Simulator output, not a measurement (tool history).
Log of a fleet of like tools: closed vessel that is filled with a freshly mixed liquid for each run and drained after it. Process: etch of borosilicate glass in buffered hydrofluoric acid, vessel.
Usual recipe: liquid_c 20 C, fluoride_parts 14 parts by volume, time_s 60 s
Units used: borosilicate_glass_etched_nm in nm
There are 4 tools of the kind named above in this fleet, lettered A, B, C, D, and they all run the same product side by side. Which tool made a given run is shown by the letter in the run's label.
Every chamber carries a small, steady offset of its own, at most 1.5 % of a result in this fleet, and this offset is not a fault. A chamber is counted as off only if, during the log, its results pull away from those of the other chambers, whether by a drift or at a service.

run,day,liquid_c,fluoride_parts,time_s,hours since the thermometer was replaced,hours since the hydrofluoric acid flow meter was replaced,"read-back film thickness of the borosilicate glass reference wafer, read on the same gauge (nm)",borosilicate_glass_etched_nm
1D,0.196,20,14,60,987.9,995.4,79.999,49.742
2C,0.354,20,14,60,1689.4,2577.2,80.001,48.369
3A,0.467,20,14,60,2441.8,1876.9,79.989,48.126
4B,0.671,20,14,60,899.9,575.3,80.007,50.11
5B,0.792,20,14,60,902.8,578.2,79.981,50.091
6C,1.008,20,19,80,1705.1,2592.9,80.006,47.497
7A,1.108,20,19,80,2457.2,1892.3,80,47.219
8D,1.308,20,19,80,1014.6,1022.1,79.99,48.829
9C,1.45,20,19,80,1715.7,2603.5,79.994,47.651
10B,1.675,20,14,60,924,599.4,79.988,49.447
11A,1.854,20,14,60,2475.1,1910.2,80.026,48.877
12D,1.992,20,14,60,1031,1038.5,80.015,48.37
13D,2.208,20,14,60,1036.2,1043.7,79.983,49.342
14C,2.358,20,14,60,1737.5,2625.3,80.01,49.438
15A,2.462,20,14,60,2489.7,1924.8,79.966,49.407
16B,2.688,20,14,60,948.3,623.7,79.999,49.283
17A,2.792,20,14,60,2497.6,1932.7,79.994,48.974
18D,2.908,20,14,60,1053,1060.5,79.975,48.598
19C,3.062,20,14,60,1754.4,2642.2,80.013,48.657
20B,3.167,17,14,60,959.8,635.2,79.993,41.759
21D,3.308,17,14,60,1062.6,1070.1,80.014,41.339
22A,3.45,17,14,60,2513.4,1948.5,80,41.341
23B,3.562,17,14,60,969.3,644.7,79.994,41.218
# day 3.625: chamber D: thermometer replaced
# day 3.75: chamber A: thermometer replaced
24C,3.762,20,14,60,1771.2,2659,80.017,49.141
25D,3.95,20,14,60,7.8,1085.5,80.005,47.939
26C,4.067,20,14,60,1778.5,2666.3,79.981,47.764
# day 4.188: chamber C: thermometer replaced
27B,4.25,20,14,60,985.8,661.2,79.984,49.701
28A,4.4,20,14,60,15.6,1971.3,80.016,48.673
29C,4.525,20,14,60,8.1,2677.3,80.01,48.962
30B,4.654,20,14,60,995.5,670.9,79.974,48.943
31D,4.762,20,14,60,27.3,1105,80.02,49.715
32A,4.925,20,14,60,28.2,1983.9,80.033,48.553
33D,5.038,20,14,60,33.9,1111.6,79.989,48.471
34C,5.225,20,14,60,24.9,2694.1,79.992,48.561
35B,5.421,20,14,60,1013.9,689.3,80.011,49.052
36A,5.612,20,14,60,44.7,2000.4,80,49.031
37D,5.738,20,14,60,50.7,1128.4,80.044,49.495
38A,5.962,20,14,60,53.1,2008.8,79.994,49.054
39C,6.188,20,14,60,48,2717.2,79.984,48.334
40B,6.338,20,14,80,1035.9,711.3,79.992,64.999
41A,6.558,20,14,80,67.4,2023.1,79.993,65.903

Next, all 4 chambers run the settings below, one line each with question marks for the results. What does each chamber give?
42A,6.721,20,14,60,,,,?
42B,6.721,20,14,60,,,,?
42C,6.721,20,14,60,,,,?
42D,6.721,20,14,60,,,,?

run,borosilicate_glass_etched_nm
42A,48.853
42B,49.526
42C,48.117
42D,49.005
